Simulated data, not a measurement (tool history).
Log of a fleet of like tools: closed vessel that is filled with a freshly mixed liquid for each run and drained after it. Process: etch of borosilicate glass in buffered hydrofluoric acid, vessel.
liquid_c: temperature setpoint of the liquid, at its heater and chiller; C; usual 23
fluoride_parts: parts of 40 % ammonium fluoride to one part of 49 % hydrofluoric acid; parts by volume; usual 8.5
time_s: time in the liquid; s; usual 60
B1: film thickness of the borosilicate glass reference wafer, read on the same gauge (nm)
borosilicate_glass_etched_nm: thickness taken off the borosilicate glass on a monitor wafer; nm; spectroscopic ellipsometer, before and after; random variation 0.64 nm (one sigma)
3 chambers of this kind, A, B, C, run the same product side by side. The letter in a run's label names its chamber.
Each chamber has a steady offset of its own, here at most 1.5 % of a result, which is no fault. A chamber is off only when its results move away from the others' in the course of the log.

run 1B day=0.308 | liquid_c=23 fluoride_parts=8.5 time_s=60 | B1=59.983 | borosilicate_glass_etched_nm=81.274
run 2C day=0.796 | liquid_c=23 fluoride_parts=8.5 time_s=60 | B1=60.001 | borosilicate_glass_etched_nm=80.877
run 3A day=1.133 | liquid_c=23 fluoride_parts=8.5 time_s=60 | B1=60.019 | borosilicate_glass_etched_nm=79.625
run 4C day=1.575 | liquid_c=23 fluoride_parts=8.5 time_s=60 | B1=59.994 | borosilicate_glass_etched_nm=79.912
run 5B day=2.071 | liquid_c=23 fluoride_parts=10.5 time_s=60 | B1=59.991 | borosilicate_glass_etched_nm=67.753
run 6A day=2.579 | liquid_c=23 fluoride_parts=10.5 time_s=60 | B1=60.015 | borosilicate_glass_etched_nm=67.377
run 7B day=2.946 | liquid_c=23 fluoride_parts=10.5 time_s=60 | B1=59.991 | borosilicate_glass_etched_nm=67.601
run 8A day=3.5 | liquid_c=23 fluoride_parts=8.5 time_s=60 | B1=60.015 | borosilicate_glass_etched_nm=80.262
run 9C day=3.85 | liquid_c=26.5 fluoride_parts=8.5 time_s=60 | B1=60 | borosilicate_glass_etched_nm=96.494
run 10C day=4.233 | liquid_c=26.5 fluoride_parts=8.5 time_s=60 | B1=60.009 | borosilicate_glass_etched_nm=96.254
run 11A day=4.538 | liquid_c=26.5 fluoride_parts=8.5 time_s=60 | B1=60.003 | borosilicate_glass_etched_nm=97.961
-- day=4.833 chamber B: hydrofluoric acid flow meter replaced
run 12B day=4.921 | liquid_c=23 fluoride_parts=8.5 time_s=60 | B1=60.021 | borosilicate_glass_etched_nm=81.676
run 13B day=5.412 | liquid_c=23 fluoride_parts=8.5 time_s=60 | B1=60.016 | borosilicate_glass_etched_nm=81.84
run 14C day=5.938 | liquid_c=23 fluoride_parts=8.5 time_s=60 | B1=59.999 | borosilicate_glass_etched_nm=80.294
run 15A day=6.321 | liquid_c=23 fluoride_parts=8.5 time_s=60 | B1=59.987 | borosilicate_glass_etched_nm=80.843
run 16A day=6.604 | liquid_c=23 fluoride_parts=8.5 time_s=60 | B1=60.006 | borosilicate_glass_etched_nm=80.576
run 17C day=7.125 | liquid_c=23 fluoride_parts=8.5 time_s=60 | B1=60.003 | borosilicate_glass_etched_nm=80.764
run 18B day=7.446 | liquid_c=23 fluoride_parts=8.5 time_s=60 | B1=59.988 | borosilicate_glass_etched_nm=81.341
run 19A day=7.742 | liquid_c=23 fluoride_parts=8.5 time_s=60 | B1=60.005 | borosilicate_glass_etched_nm=80.338
run 20C day=8.292 | liquid_c=23 fluoride_parts=8.5 time_s=60 | B1=59.984 | borosilicate_glass_etched_nm=81.459
run 21B day=8.642 | liquid_c=23 fluoride_parts=12 time_s=80 | B1=60.022 | borosilicate_glass_etched_nm=79.408
run 22A day=9.225 | liquid_c=23 fluoride_parts=12 time_s=80 | B1=59.985 | borosilicate_glass_etched_nm=77.726
run 23C day=9.479 | liquid_c=23 fluoride_parts=12 time_s=80 | B1=60.014 | borosilicate_glass_etched_nm=78.699
run 24B day=9.867 | liquid_c=23 fluoride_parts=8.5 time_s=60 | B1=59.991 | borosilicate_glass_etched_nm=82.035
run 25B day=10.354 | liquid_c=27.5 fluoride_parts=8.5 time_s=75 | B1=59.999 | borosilicate_glass_etched_nm=127.79
run 26C day=10.733 | liquid_c=27.5 fluoride_parts=8.5 time_s=75 | B1=59.976 | borosilicate_glass_etched_nm=127.54
run 27A day=11.217 | liquid_c=27.5 fluoride_parts=8.5 time_s=75 | B1=59.992 | borosilicate_glass_etched_nm=127.58
run 28C day=11.558 | liquid_c=23 fluoride_parts=8.5 time_s=60 | B1=59.977 | borosilicate_glass_etched_nm=79.036
run 29A day=12.133 | liquid_c=23 fluoride_parts=8.5 time_s=60 | B1=59.985 | borosilicate_glass_etched_nm=81.856
run 30B day=12.446 | liquid_c=23 fluoride_parts=8.5 time_s=60 | B1=60.011 | borosilicate_glass_etched_nm=81.651
run 31C day=12.962 | liquid_c=23 fluoride_parts=8.5 time_s=60 | B1=59.987 | borosilicate_glass_etched_nm=80.469
run 32B day=13.512 | liquid_c=23 fluoride_parts=8.5 time_s=60 | B1=60.003 | borosilicate_glass_etched_nm=81.509
-- day=13.996 chamber C: hydrofluoric acid flow meter replaced
run 33A day=14.092 | liquid_c=23 fluoride_parts=8.5 time_s=60 | B1=60.001 | borosilicate_glass_etched_nm=81.02
run 34C day=14.354 | liquid_c=23 fluoride_parts=8.5 time_s=60 | B1=59.986 | borosilicate_glass_etched_nm=80.387
run 35A day=14.658 | liquid_c=23 fluoride_parts=8.5 time_s=60 | B1=59.994 | borosilicate_glass_etched_nm=80.193
run 36B day=15.054 | liquid_c=23 fluoride_parts=8.5 time_s=60 | B1=60.014 | borosilicate_glass_etched_nm=80.82
run 37C day=15.375 | liquid_c=20 fluoride_parts=8.5 time_s=60 | B1=59.999 | borosilicate_glass_etched_nm=68.158
run 38A day=15.854 | liquid_c=20 fluoride_parts=8.5 time_s=60 | B1=59.991 | borosilicate_glass_etched_nm=68.715
run 39B day=16.308 | liquid_c=20 fluoride_parts=8.5 time_s=60 | B1=59.981 | borosilicate_glass_etched_nm=69.63
run 40A day=16.596 | liquid_c=23 fluoride_parts=8.5 time_s=60 | B1=59.989 | borosilicate_glass_etched_nm=81.247
run 41B day=17.054 | liquid_c=27.5 fluoride_parts=8.5 time_s=40 | B1=60.003 | borosilicate_glass_etched_nm=68.437
run 42C day=17.383 | liquid_c=27.5 fluoride_parts=8.5 time_s=40 | B1=60.009 | borosilicate_glass_etched_nm=68.069

All 3 chambers run these settings next. Forecast each chamber's results:
run 43A day=17.808 | liquid_c=23 fluoride_parts=8.5 time_s=60 | borosilicate_glass_etched_nm=?
run 43B day=17.808 | liquid_c=23 fluoride_parts=8.5 time_s=60 | borosilicate_glass_etched_nm=?
run 43C day=17.808 | liquid_c=23 fluoride_parts=8.5 time_s=60 | borosilicate_glass_etched_nm=?

run=43A borosilicate_glass_etched_nm=80.293
run=43B borosilicate_glass_etched_nm=82.922
run=43C borosilicate_glass_etched_nm=78.612
